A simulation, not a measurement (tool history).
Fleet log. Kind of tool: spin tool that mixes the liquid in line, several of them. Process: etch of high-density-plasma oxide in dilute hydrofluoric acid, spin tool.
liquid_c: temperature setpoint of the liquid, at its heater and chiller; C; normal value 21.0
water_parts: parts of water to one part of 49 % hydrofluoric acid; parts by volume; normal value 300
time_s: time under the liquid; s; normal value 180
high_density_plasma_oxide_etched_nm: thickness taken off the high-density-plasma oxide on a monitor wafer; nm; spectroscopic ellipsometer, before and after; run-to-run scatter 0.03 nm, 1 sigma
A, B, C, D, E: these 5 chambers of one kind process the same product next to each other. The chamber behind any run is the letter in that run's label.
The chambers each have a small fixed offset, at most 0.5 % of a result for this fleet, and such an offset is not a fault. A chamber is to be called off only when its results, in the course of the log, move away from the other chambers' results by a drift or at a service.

run	hour	liquid_c	water_parts	time_s	read-back film thickness of the high-density-plasma oxide reference wafer, read on the same gauge (nm)	high_density_plasma_oxide_etched_nm
1A	9.8	21.0	300	180	139.97	2.1916
2D	17.0	21.0	300	180	139.99	2.2355
3B	22.8	21.0	300	180	139.99	2.2542
4C	34.9	21.0	300	180	140.01	2.1919
5E	43.1	24.0	300	180	140.01	2.4221
6C	53.5	24.0	300	180	140.06	2.4456
7A	64.9	24.0	300	180	139.98	2.5188
8B	74.0	24.0	300	180	139.95	2.4965
9E	80.3	24.0	300	180	139.96	2.4819
10D	90.6	21.0	300	180	140.00	2.2365
11D	103.2	21.0	300	180	140.04	2.2175
12A	113.6	21.0	300	180	139.97	2.2361
# hour 119.2: chamber E: hydrofluoric acid flow meter replaced
13C	124.7	21.0	300	180	139.96	2.1851
14E	136.7	21.0	300	180	139.99	2.1448
15B	146.2	21.0	300	180	140.03	2.2263
16B	152.9	21.0	300	180	139.99	2.2368
17D	162.3	21.0	300	180	140.02	2.2765
18C	175.2	21.0	300	180	140.00	2.2214
19A	187.7	21.0	300	180	140.01	2.2207
20E	198.4	21.0	300	180	139.98	2.1675
21E	205.1	21.0	300	180	140.03	2.2220
22D	214.7	21.0	300	180	139.96	2.3171
23A	225.2	21.0	300	180	139.96	2.1878
24B	232.4	21.0	300	180	140.05	2.1922
25C	239.4	21.0	300	180	139.98	2.1980
26B	245.5	21.0	300	180	140.00	2.2191
27E	255.4	18.5	175	180	139.97	3.7277
28A	267.9	18.5	175	180	139.93	3.8175
29C	277.0	18.5	175	180	140.00	3.7996
30D	288.1	18.5	175	180	140.01	4.2587
# hour 293.2: chamber B: thermometer replaced
31C	299.5	18.5	175	180	140.00	3.8832
32E	308.2	21.0	300	180	140.01	2.2247
33B	314.6	21.0	300	180	140.03	2.2610
34A	323.3	21.0	300	180	139.98	2.2134
35D	329.5	21.0	300	180	139.95	2.4985
36C	338.4	21.0	300	180	140.01	2.2153
37E	345.1	21.0	300	180	140.03	2.1671
38D	356.0	21.0	300	180	140.04	2.4998
39B	366.5	21.0	300	180	140.02	2.2708
40A	376.0	21.0	300	180	140.02	2.1422
41A	388.3	21.0	300	180	139.98	2.2384
42C	394.5	21.0	300	180	139.98	2.2050

Each of the 5 chambers runs these same settings next. Fill in every chamber's results:
43A	403.8	21.0	300	180		?
43B	403.8	21.0	300	180		?
43C	403.8	21.0	300	180		?
43D	403.8	21.0	300	180		?
43E	403.8	21.0	300	180		?

run	high_density_plasma_oxide_etched_nm
43A	2.1674
43B	2.2738
43C	2.1792
43D	2.5462
43E	2.1677
